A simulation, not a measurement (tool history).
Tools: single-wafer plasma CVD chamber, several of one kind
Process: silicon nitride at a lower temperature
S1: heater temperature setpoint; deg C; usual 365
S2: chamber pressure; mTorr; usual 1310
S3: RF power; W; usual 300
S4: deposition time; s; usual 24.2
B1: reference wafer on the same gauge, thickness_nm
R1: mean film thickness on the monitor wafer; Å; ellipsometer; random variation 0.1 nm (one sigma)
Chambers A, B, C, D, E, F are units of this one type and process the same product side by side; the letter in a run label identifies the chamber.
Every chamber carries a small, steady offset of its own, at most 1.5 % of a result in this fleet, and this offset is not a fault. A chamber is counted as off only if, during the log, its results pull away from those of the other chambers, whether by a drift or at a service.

run,hour,S1,S2,S3,S4,B1,R1
1A,6.3,365,1310,300,24.2,28.472,267.78
2D,18.4,365,1310,300,24.2,28.502,268.69
3F,30.3,365,1310,300,24.2,28.51,263.63
4B,40,365,1310,300,24.2,28.515,267.57
5E,50.7,365,1310,300,24.2,28.499,266.94
6C,62.5,365,1310,300,24.2,28.494,265.77
7E,69.9,365,1310,300,24.2,28.519,266.07
8D,75.7,365,1310,300,24.2,28.517,266.37
9B,88.7,365,1310,300,24.2,28.497,265.37
10A,99.4,365,1310,300,24.2,28.53,266.6
11F,108,365,1310,300,24.2,28.51,263.77
12C,117.5,365,1310,300,24.2,28.519,265.2
13C,130.5,365,1310,300,24.2,28.478,266.27
14E,138.4,365,1310,300,24.2,28.485,268.63
15A,150.8,365,1310,300,24.2,28.488,268.48
16B,160.9,365,1310,300,24.2,28.489,263.55
17F,173.9,365,1310,300,24.2,28.501,262.05
18D,180.4,365,1310,345,24.2,28.469,292.5
19E,189.1,365,1310,345,24.2,28.5,293.14
20C,198.3,365,1310,345,24.2,28.521,291.22
21A,211.1,365,1310,345,24.2,28.478,295.29
22D,217.4,365,1310,345,24.2,28.484,293.83
23B,224.9,365,1310,345,24.2,28.475,286.25
24F,232.3,365,1310,300,24.2,28.507,265.18
25E,243.3,365,1310,300,24.2,28.489,267.53
26A,255.4,365,1310,300,24.2,28.493,266.57
27D,261.5,365,1310,300,24.2,28.49,266.97
28C,273,365,1310,300,24.2,28.491,268.21
29B,285.5,365,1310,300,24.2,28.478,258.49
30F,297,365,1050,300,24.2,28.517,245.66
31F,306,365,1050,300,24.2,28.515,246.49
32D,313.2,365,1050,300,24.2,28.525,251.52
33B,323.9,365,1050,300,24.2,28.479,239.41
34C,334,365,1050,300,24.2,28.496,246.5
35A,344.2,365,1050,300,24.2,28.483,250.44
36E,355,365,1310,300,24.2,28.481,266.23
37B,367.5,365,1310,300,24.2,28.495,255.95

Next, all 6 chambers run the settings below, one line each with question marks for the results. What does each chamber give?
38A,377.2,365,1310,300,27.7,,?
38B,377.2,365,1310,300,27.7,,?
38C,377.2,365,1310,300,27.7,,?
38D,377.2,365,1310,300,27.7,,?
38E,377.2,365,1310,300,27.7,,?
38F,377.2,365,1310,300,27.7,,?

run,R1
38A,307.32
38B,292.34
38C,307.38
38D,306.3
38E,305.42
38F,301.22
